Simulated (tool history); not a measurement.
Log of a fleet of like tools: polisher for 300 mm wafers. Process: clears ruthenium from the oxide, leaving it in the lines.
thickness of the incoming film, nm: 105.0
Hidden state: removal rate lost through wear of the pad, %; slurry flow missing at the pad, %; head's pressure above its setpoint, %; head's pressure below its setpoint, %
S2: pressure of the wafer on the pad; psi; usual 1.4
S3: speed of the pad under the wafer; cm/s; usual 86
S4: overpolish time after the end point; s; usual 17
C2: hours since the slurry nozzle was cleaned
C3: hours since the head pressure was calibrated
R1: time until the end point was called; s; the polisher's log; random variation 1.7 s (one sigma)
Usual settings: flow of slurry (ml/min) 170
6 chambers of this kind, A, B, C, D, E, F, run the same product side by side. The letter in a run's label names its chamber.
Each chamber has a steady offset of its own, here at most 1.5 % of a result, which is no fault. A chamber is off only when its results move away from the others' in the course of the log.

{"run": "1D", "hour": 8.0, "flow of slurry (ml/min)": 170, "S2": 1.4, "S3": 86, "S4": 17, "wafers polished on this pad": 627, "C2": 92.3, "C3": 57.3, "R1": 148.22}
{"hour": 10.8, "done": "chamber D: worn pad replaced by a new one"}
{"run": "2E", "hour": 22.2, "flow of slurry (ml/min)": 170, "S2": 1.4, "S3": 86, "S4": 17, "wafers polished on this pad": 297, "C2": 174.2, "C3": 1143.6, "R1": 154.33}
{"run": "3B", "hour": 36.9, "flow of slurry (ml/min)": 170, "S2": 1.4, "S3": 86, "S4": 17, "wafers polished on this pad": 435, "C2": 49, "C3": 254.9, "R1": 154.83}
{"run": "4F", "hour": 51.5, "flow of slurry (ml/min)": 170, "S2": 1.4, "S3": 86, "S4": 17, "wafers polished on this pad": 669, "C2": 473.1, "C3": 120.5, "R1": 153.64}
{"hour": 55.7, "done": "chamber C: slurry nozzle cleaned"}
{"run": "5A", "hour": 66.3, "flow of slurry (ml/min)": 170, "S2": 1.4, "S3": 58, "S4": 9, "wafers polished on this pad": 602, "C2": 554.7, "C3": 242.8, "R1": 223.55}
{"hour": 66.8, "done": "chamber F: worn pad replaced by a new one"}
{"hour": 77.9, "done": "chamber C: worn pad replaced by a new one"}
{"run": "6C", "hour": 78.1, "flow of slurry (ml/min)": 170, "S2": 1.4, "S3": 58, "S4": 9, "wafers polished on this pad": 1, "C2": 22.4, "C3": 310.9, "R1": 229.02}
{"run": "7E", "hour": 90.2, "flow of slurry (ml/min)": 170, "S2": 1.4, "S3": 58, "S4": 9, "wafers polished on this pad": 824, "C2": 242.2, "C3": 1211.6, "R1": 222.04}
{"hour": 92.7, "done": "chamber E: worn pad replaced by a new one"}
{"hour": 95.7, "done": "chamber D: worn pad replaced by a new one"}
{"hour": 99.1, "done": "chamber B: worn pad replaced by a new one"}
{"run": "8A", "hour": 99.4, "flow of slurry (ml/min)": 170, "S2": 1.4, "S3": 58, "S4": 9, "wafers polished on this pad": 859, "C2": 587.8, "C3": 275.9, "R1": 225.44}
{"run": "9D", "hour": 111.3, "flow of slurry (ml/min)": 170, "S2": 1.4, "S3": 58, "S4": 9, "wafers polished on this pad": 121, "C2": 195.6, "C3": 160.6, "R1": 222.76}
{"run": "10F", "hour": 127.5, "flow of slurry (ml/min)": 170, "S2": 1.4, "S3": 58, "S4": 9, "wafers polished on this pad": 471, "C2": 549.1, "C3": 196.5, "R1": 226.78}
{"run": "11C", "hour": 137.4, "flow of slurry (ml/min)": 170, "S2": 1.4, "S3": 86, "S4": 17, "wafers polished on this pad": 462, "C2": 81.7, "C3": 370.2, "R1": 150.64}
{"run": "12B", "hour": 145.7, "flow of slurry (ml/min)": 170, "S2": 1.4, "S3": 86, "S4": 17, "wafers polished on this pad": 361, "C2": 157.8, "C3": 363.7, "R1": 154.36}
{"hour": 151.6, "done": "chamber A: slurry nozzle cleaned"}
{"run": "13F", "hour": 157.7, "flow of slurry (ml/min)": 170, "S2": 1.4, "S3": 86, "S4": 17, "wafers polished on this pad": 705, "C2": 579.3, "C3": 226.7, "R1": 157.01}
{"hour": 164.3, "done": "chamber A: worn pad replaced by a new one"}
{"run": "14E", "hour": 173.8, "flow of slurry (ml/min)": 170, "S2": 1.4, "S3": 86, "S4": 17, "wafers polished on this pad": 630, "C2": 325.8, "C3": 1295.2, "R1": 155.16}
{"hour": 178.8, "done": "chamber F: worn pad replaced by a new one"}
{"hour": 181.4, "done": "chamber B: head pressure recalibrated"}
{"run": "15C", "hour": 189.8, "flow of slurry (ml/min)": 170, "S2": 1.4, "S3": 86, "S4": 17, "wafers polished on this pad": 868, "C2": 134.1, "C3": 422.6, "R1": 150.27}
{"hour": 194.8, "done": "chamber B: worn pad replaced by a new one"}
{"hour": 199.0, "done": "chamber E: worn pad replaced by a new one"}
{"run": "16A", "hour": 199.5, "flow of slurry (ml/min)": 170, "S2": 1.4, "S3": 86, "S4": 17, "wafers polished on this pad": 273, "C2": 48, "C3": 376, "R1": 147.25}
{"hour": 201.6, "done": "chamber D: worn pad replaced by a new one"}
{"run": "17B", "hour": 209.7, "flow of slurry (ml/min)": 170, "S2": 1.4, "S3": 86, "S4": 17, "wafers polished on this pad": 116, "C2": 221.8, "C3": 28.4, "R1": 151.23}
{"hour": 212.9, "done": "chamber E: head pressure recalibrated"}
{"run": "18D", "hour": 224.4, "flow of slurry (ml/min)": 170, "S2": 1.4, "S3": 86, "S4": 17, "wafers polished on this pad": 177, "C2": 308.7, "C3": 273.7, "R1": 153.12}
{"run": "19F", "hour": 233.9, "flow of slurry (ml/min)": 170, "S2": 1.1, "S3": 76, "S4": 17, "wafers polished on this pad": 428, "C2": 655.5, "C3": 302.9, "R1": 216.06}
{"run": "20A", "hour": 244.3, "flow of slurry (ml/min)": 170, "S2": 1.1, "S3": 76, "S4": 17, "wafers polished on this pad": 621, "C2": 92.8, "C3": 420.8, "R1": 211.62}
{"hour": 245.4, "done": "chamber C: worn pad replaced by a new one"}
{"run": "21C", "hour": 258.9, "flow of slurry (ml/min)": 170, "S2": 1.1, "S3": 76, "S4": 17, "wafers polished on this pad": 105, "C2": 203.2, "C3": 491.7, "R1": 216.75}
{"hour": 269.1, "done": "chamber F: worn pad replaced by a new one"}
{"run": "22E", "hour": 269.5, "flow of slurry (ml/min)": 170, "S2": 1.1, "S3": 76, "S4": 17, "wafers polished on this pad": 547, "C2": 421.5, "C3": 56.6, "R1": 220.32}
{"run": "23D", "hour": 279.9, "flow of slurry (ml/min)": 170, "S2": 1.1, "S3": 76, "S4": 17, "wafers polished on this pad": 608, "C2": 364.2, "C3": 329.2, "R1": 220.83}
{"run": "24B", "hour": 290.0, "flow of slurry (ml/min)": 170, "S2": 1.1, "S3": 76, "S4": 17, "wafers polished on this pad": 739, "C2": 302.1, "C3": 108.7, "R1": 216.7}
{"hour": 293.8, "done": "chamber D: worn pad replaced by a new one"}
{"run": "25E", "hour": 303.8, "flow of slurry (ml/min)": 170, "S2": 1.4, "S3": 86, "S4": 17, "wafers polished on this pad": 814, "C2": 455.8, "C3": 90.9, "R1": 151.17}
{"hour": 315.9, "done": "chamber B: worn pad replaced by a new one"}
{"run": "26A", "hour": 316.2, "flow of slurry (ml/min)": 170, "S2": 1.4, "S3": 86, "S4": 17, "wafers polished on this pad": 1179, "C2": 164.7, "C3": 492.7, "R1": 142.92}
{"run": "27C", "hour": 327.0, "flow of slurry (ml/min)": 125, "S2": 1.8, "S3": 86, "S4": 17, "wafers polished on this pad": 633, "C2": 271.3, "C3": 559.8, "R1": 125.43}
{"hour": 329.4, "done": "chamber F: slurry nozzle cleaned"}
{"hour": 336.5, "done": "chamber E: worn pad replaced by a new one"}
{"run": "28B", "hour": 336.8, "flow of slurry (ml/min)": 125, "S2": 1.8, "S3": 86, "S4": 17, "wafers polished on this pad": 163, "C2": 348.9, "C3": 155.5, "R1": 126.79}
{"run": "29F", "hour": 346.0, "flow of slurry (ml/min)": 125, "S2": 1.8, "S3": 86, "S4": 17, "wafers polished on this pad": 597, "C2": 16.7, "C3": 415, "R1": 126.2}
{"run": "30D", "hour": 355.1, "flow of slurry (ml/min)": 125, "S2": 1.8, "S3": 86, "S4": 17, "wafers polished on this pad": 476, "C2": 439.4, "C3": 404.4, "R1": 126.33}
{"hour": 357.1, "done": "chamber A: worn pad replaced by a new one"}
{"hour": 359.5, "done": "chamber C: slurry nozzle cleaned"}
{"run": "31F", "hour": 367.7, "flow of slurry (ml/min)": 125, "S2": 1.8, "S3": 86, "S4": 17, "wafers polished on this pad": 766, "C2": 38.4, "C3": 436.7, "R1": 124.79}
{"hour": 375.9, "done": "chamber F: worn pad replaced by a new one"}
{"hour": 378.8, "done": "chamber D: slurry nozzle cleaned"}
{"run": "32A", "hour": 380.8, "flow of slurry (ml/min)": 125, "S2": 1.8, "S3": 86, "S4": 17, "wafers polished on this pad": 184, "C2": 229.3, "C3": 557.3, "R1": 112.6}
{"run": "33D", "hour": 391.6, "flow of slurry (ml/min)": 170, "S2": 1.4, "S3": 86, "S4": 17, "wafers polished on this pad": 759, "C2": 12.8, "C3": 440.9, "R1": 153.73}
{"run": "34B", "hour": 399.6, "flow of slurry (ml/min)": 170, "S2": 1.4, "S3": 86, "S4": 17, "wafers polished on this pad": 650, "C2": 411.7, "C3": 218.3, "R1": 152.11}
{"hour": 405.1, "done": "chamber D: worn pad replaced by a new one"}
{"run": "35C", "hour": 411.4, "flow of slurry (ml/min)": 170, "S2": 1.4, "S3": 86, "S4": 17, "wafers polished on this pad": 1289, "C2": 52, "C3": 644.2, "R1": 150.24}
{"run": "36E", "hour": 421.7, "flow of slurry (ml/min)": 170, "S2": 1.4, "S3": 86, "S4": 17, "wafers polished on this pad": 661, "C2": 573.7, "C3": 208.8, "R1": 152.45}
{"run": "37D", "hour": 432.6, "flow of slurry (ml/min)": 135, "S2": 1.4, "S3": 86, "S4": 17, "wafers polished on this pad": 214, "C2": 53.8, "C3": 481.9, "R1": 157.17}
{"hour": 444.0, "done": "chamber C: worn pad replaced by a new one"}
{"run": "38E", "hour": 445.6, "flow of slurry (ml/min)": 135, "S2": 1.4, "S3": 86, "S4": 17, "wafers polished on this pad": 847, "C2": 597.6, "C3": 232.7, "R1": 159.54}
{"run": "39F", "hour": 459.2, "flow of slurry (ml/min)": 135, "S2": 1.4, "S3": 86, "S4": 17, "wafers polished on this pad": 646, "C2": 129.9, "C3": 528.2, "R1": 160.63}
{"run": "40A", "hour": 474.3, "flow of slurry (ml/min)": 135, "S2": 1.4, "S3": 86, "S4": 17, "wafers polished on this pad": 910, "C2": 322.8, "C3": 650.8, "R1": 141.93}
{"run": "41C", "hour": 487.6, "flow of slurry (ml/min)": 135, "S2": 1.4, "S3": 86, "S4": 17, "wafers polished on this pad": 339, "C2": 128.2, "C3": 720.4, "R1": 158.26}

Is one chamber off against the others, does the gauge drift, or is nothing wrong? If a chamber is off, say which, and what the likeliest cause is.

Chamber A drifts away from the others.
Cause: head's pressure above its setpoint, % = 11.3.

Here are 4 candidates for chamber A's next run, each the usual settings with a change, their results left as question marks. Which one brings its results back in line with what the others give on the usual settings?
In line means no further than this from the other chambers' mean on the usual settings: R1 5.9 s
{"run": "42A-1", "hour": 499.2, "flow of slurry (ml/min)": 175, "S2": 1.4, "S3": 96, "S4": 17, "R1": "?"}
{"run": "42A-2", "hour": 499.2, "flow of slurry (ml/min)": 165, "S2": 1.4, "S3": 68, "S4": 17, "R1": "?"}
{"run": "42A-3", "hour": 499.2, "flow of slurry (ml/min)": 100, "S2": 1.4, "S3": 86, "S4": 17, "R1": "?"}
{"run": "42A-4", "hour": 499.2, "flow of slurry (ml/min)": 170, "S2": 1.6, "S3": 96, "S4": 17, "R1": "?"}

The other chambers' mean on the usual settings: R1 152.27 s
run=42A-1 R1=121.25
run=42A-2 R1=173.08
run=42A-3 R1=150.67
run=42A-4 R1=106.76
42A-3 brings the chamber back in line.

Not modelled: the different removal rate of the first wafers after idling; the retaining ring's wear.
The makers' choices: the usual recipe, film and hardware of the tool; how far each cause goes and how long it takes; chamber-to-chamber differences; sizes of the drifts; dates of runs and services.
